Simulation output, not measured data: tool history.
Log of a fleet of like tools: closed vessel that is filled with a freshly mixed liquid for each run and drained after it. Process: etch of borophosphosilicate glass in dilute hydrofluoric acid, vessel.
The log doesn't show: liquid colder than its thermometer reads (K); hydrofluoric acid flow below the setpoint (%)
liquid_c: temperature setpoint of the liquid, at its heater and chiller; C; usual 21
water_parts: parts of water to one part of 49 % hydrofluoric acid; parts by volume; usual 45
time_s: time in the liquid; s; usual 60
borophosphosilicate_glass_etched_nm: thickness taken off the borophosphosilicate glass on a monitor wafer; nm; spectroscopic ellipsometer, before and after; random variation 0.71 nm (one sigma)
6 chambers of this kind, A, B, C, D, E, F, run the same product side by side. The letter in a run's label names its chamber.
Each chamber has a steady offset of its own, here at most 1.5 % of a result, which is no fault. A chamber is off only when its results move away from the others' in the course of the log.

run     day  liquid_c  water_parts  time_s  hours since the thermometer was replaced  hours since the hydrofluoric acid flow meter was replaced  read-back film thickness of the borophosphosilicate glass reference wafer, read on the same gauge (nm)  borophosphosilicate_glass_etched_nm
 1A   0.575        21           45      60                                     562.8                                                      227.1                                                                                                  70.018                               88.145
      0.821  -- chamber C: thermometer replaced
 2D   1.129        21           45      60                                      28.9                                                      777.6                                                                                                  70.004                               87.646
 3B   1.662        21           45      60                                     405.6                                                      102.3                                                                                                  70.022                               88.852
 4F   2.096        21           45      60                                     489.6                                                      339.2                                                                                                  70.011                               87.708
 5E    2.55        21           45      60                                    1690.2                                                     2653.9                                                                                                  69.993                               88.853
 6C     3.1        21           45      60                                      54.7                                                      712.5                                                                                                  69.987                               89.123
      3.433  -- chamber E: hydrofluoric acid flow meter replaced
 7C   3.546        21           45      60                                      65.4                                                      723.2                                                                                                  70.002                                89.51
 8E   4.125        21           45      60                                      1728                                                       16.7                                                                                                  70.004                               89.264
 9B   4.562        21           45      60                                     475.2                                                      171.9                                                                                                   70.01                                88.94
10D   5.108        21           45      60                                     124.4                                                      873.1                                                                                                  70.022                               87.925
11A   5.708        21           45      60                                       686                                                      350.3                                                                                                  69.999                               87.214
12F   6.021        21           45      60                                     583.8                                                      433.4                                                                                                   69.97                               89.036
13A   6.525        21           45      60                                     705.6                                                      369.9                                                                                                  69.981                                87.59
14C   6.862        21           45      60                                       145                                                      802.8                                                                                                  69.983                               88.347
15E     7.2        21           45      60                                    1801.8                                                       90.5                                                                                                  70.016                               88.882
16B   7.712        21           45      60                                     550.8                                                      247.5                                                                                                   69.97                               87.771
17F     8.2        21           45      60                                     636.1                                                      485.7                                                                                                  70.004                               87.208
18D   8.808        21           45      60                                     213.2                                                      961.9                                                                                                  69.988                               89.057
19C   9.358        21           45      60                                     204.9                                                      862.7                                                                                                  69.964                               89.951
20E   9.858        21           45      60                                    1865.6                                                      154.3                                                                                                  69.992                               90.036
21F  10.275        21           45      60                                     685.9                                                      535.5                                                                                                  70.006                               86.338
22B  10.867        21           45      60                                     626.5                                                      323.2                                                                                                   70.01                               88.035
23A  11.462        21           45      60                                     824.1                                                      488.4                                                                                                  70.035                               88.288
     11.642  -- chamber E: thermometer replaced
24D  11.808        21           45      60                                     285.2                                                     1033.9                                                                                                  69.996                               88.948
25F  12.238        21           45      60                                       733                                                      582.6                                                                                                  70.005                               84.667
26B  12.788        21           45      60                                     672.6                                                      369.3                                                                                                  70.002                               88.786
27D  13.167        21           45      60                                     317.8                                                     1066.5                                                                                                   70.01                               89.642
28E  13.671        21           45      60                                      48.7                                                      245.8                                                                                                   70.01                               89.692
29C  13.958        21           45      60                                     315.3                                                      973.1                                                                                                  69.989                               87.831
30A  14.467        21           45      60                                     896.2                                                      560.5                                                                                                  69.989                               89.479
31A  14.738        21           45      60                                     902.7                                                        567                                                                                                  69.993                               88.528
32F  15.129        21           45      60                                     802.4                                                        652                                                                                                  69.997                               84.195
33B  15.717        21           45      60                                     742.9                                                      439.6                                                                                                  69.983                               88.106
     15.821  -- chamber A: hydrofluoric acid flow meter replaced
34E  16.225        21           45      60                                       110                                                      307.1                                                                                                  70.036                               88.515
35D  16.654        21           45      60                                     401.5                                                     1150.2                                                                                                  70.005                               88.318
36C  17.042        21           45      60                                     389.3                                                     1047.1                                                                                                  70.002                               88.217
37C  17.492        21           45      60                                     400.1                                                     1057.9                                                                                                  70.027                               88.329
38F  17.917        21           45      60                                     869.3                                                      718.9                                                                                                  69.977                               83.103
39A  18.362        21           45      60                                     989.7                                                       61.1                                                                                                   69.97                               88.686

What goes on in this fleet: one chamber off, a drifting gauge, or nothing beyond the chambers' own small offsets? Name the chamber and the cause, if any.

Chamber F drifts away from the others.
Cause: liquid colder than its thermometer reads (K) = 2.
The log may not tell that from: hydrofluoric acid flow below the setpoint (%).

Here are 4 candidates for chamber F's next run, each the usual settings with a change, their results left as question marks. Which one brings its results back in line with what the others give on the usual settings?
In line means no further than this from the other chambers' mean on the usual settings: borophosphosilicate_glass_etched_nm 2.5 nm
40F-1  18.808      17.5           45      60                                                                                                                                                                                                                                                 ?
40F-2  18.808        23           45      60                                                                                                                                                                                                                                                 ?
40F-3  18.808        22           40      60                                                                                                                                                                                                                                                 ?
40F-4  18.808        21           45      55                                                                                                                                                                                                                                                 ?

The other chambers' mean on the usual settings: borophosphosilicate_glass_etched_nm 88.648 nm
  run  borophosphosilicate_glass_etched_nm
40F-1                               70.288
40F-2                               89.454
40F-3                               96.793
40F-4                               75.203
40F-2 brings the chamber back in line.
